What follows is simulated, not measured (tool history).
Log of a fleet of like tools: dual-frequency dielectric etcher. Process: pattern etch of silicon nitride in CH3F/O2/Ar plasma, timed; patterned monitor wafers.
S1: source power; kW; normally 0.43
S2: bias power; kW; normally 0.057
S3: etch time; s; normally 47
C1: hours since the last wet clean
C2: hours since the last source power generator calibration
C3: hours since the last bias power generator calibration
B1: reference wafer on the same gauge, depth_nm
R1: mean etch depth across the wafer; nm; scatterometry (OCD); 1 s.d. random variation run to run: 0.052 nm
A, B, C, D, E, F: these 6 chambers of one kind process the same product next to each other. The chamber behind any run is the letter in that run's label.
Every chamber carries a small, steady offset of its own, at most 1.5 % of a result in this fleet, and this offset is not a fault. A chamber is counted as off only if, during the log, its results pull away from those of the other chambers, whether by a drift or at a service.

run,hour,S1,S2,S3,C1,C2,C3,B1,R1
1E,3.4,0.43,0.057,47,293.9,3018,1956.4,25.088,31.161
2D,7.1,0.43,0.057,47,452.2,1160.7,93.9,25.104,31.227
3A,10.2,0.43,0.057,47,159.9,3434.9,1387,25.108,31.179
4F,13,0.43,0.057,47,367,490.2,2419.8,25.119,31.738
5C,16.2,0.43,0.057,47,401.6,2173.1,1724.3,25.122,30.998
6B,19.6,0.43,0.057,47,323.5,1504.8,1208.3,25.137,31.273
7E,23.3,0.43,0.057,47,313.8,3037.9,1976.3,25.125,31.178
8D,26.6,0.43,0.057,47,471.7,1180.2,113.4,25.147,31.256
9F,29.6,0.43,0.057,47,383.6,506.8,2436.4,25.139,31.708
10B,32.2,0.43,0.057,47,336.1,1517.4,1220.9,25.145,31.3
11A,35.4,0.43,0.057,47,185.1,3460.1,1412.2,25.148,31.222
12C,38.4,0.43,0.057,47,423.8,2195.3,1746.5,25.154,31.16
13A,40.4,0.43,0.057,47,190.1,3465.1,1417.2,25.158,31.327
14C,42.6,0.43,0.057,47,428,2199.5,1750.7,25.162,31.052
15D,45,0.43,0.057,47,490.1,1198.6,131.8,25.159,31.162
16B,49.8,0.43,0.057,47,353.7,1535,1238.5,25.167,31.298
17F,53.5,0.43,0.057,47,407.5,530.7,2460.3,25.174,31.714
18E,56.5,0.43,0.057,47,347,3071.1,2009.5,25.174,31.314
19E,58.9,0.43,0.057,47,349.4,3073.5,2011.9,25.178,31.325
20B,61.1,0.5,0.057,47,365,1546.3,1249.8,25.172,33.24
21D,64.1,0.5,0.057,47,509.2,1217.7,150.9,25.186,33.077
22C,66.4,0.5,0.057,47,451.8,2223.3,1774.5,25.184,33.006
23F,70.4,0.5,0.057,47,424.4,547.6,2477.2,25.194,33.638
24A,74.1,0.5,0.057,47,223.8,3498.8,1450.9,25.197,33.106
# hour 74.6: chamber E: wet clean of the chamber
25F,78.1,0.5,0.057,47,432.1,555.3,2484.9,25.203,33.563
26C,80.7,0.39,0.057,47,466.1,2237.6,1788.8,25.207,30.023
# hour 83.7: chamber D: wet clean of the chamber
27E,83.7,0.39,0.057,47,9.1,3098.3,2036.7,25.216,30.132
# hour 83.8: chamber C: wet clean of the chamber
28B,86.2,0.39,0.057,47,390.1,1571.4,1274.9,25.211,30.132
29A,89.6,0.39,0.057,47,239.3,3514.3,1466.4,25.209,30.248
30D,92.1,0.39,0.057,47,8.4,1245.7,178.9,25.226,30.068
31E,96.2,0.39,0.057,47,21.6,3110.8,2049.2,25.24,30.26
32D,100.5,0.43,0.057,47,16.8,1254.1,187.3,25.248,31.194
33C,104.9,0.43,0.057,47,21.1,2261.8,1813,25.242,31.228
34F,109.5,0.43,0.057,47,463.5,586.7,2516.3,25.253,31.833
35B,111.9,0.43,0.057,47,415.8,1597.1,1300.6,25.247,31.416
36A,116.2,0.43,0.057,47,265.9,3540.9,1493,25.254,31.383
37C,121,0.43,0.057,47,37.2,2277.9,1829.1,25.267,31.246
38B,124.3,0.43,0.057,47,428.2,1609.5,1313,25.272,31.371

Read the log: is a single chamber off, either drifting away or since a service, is the gauge that measures every chamber drifting, or is nothing wrong beyond small per-chamber offsets? Name any odd chamber and what most likely caused it.

Gauge drift. The chambers move together only on paper, and none stands off.
Cause: gauge reads high (%) = 0.686.
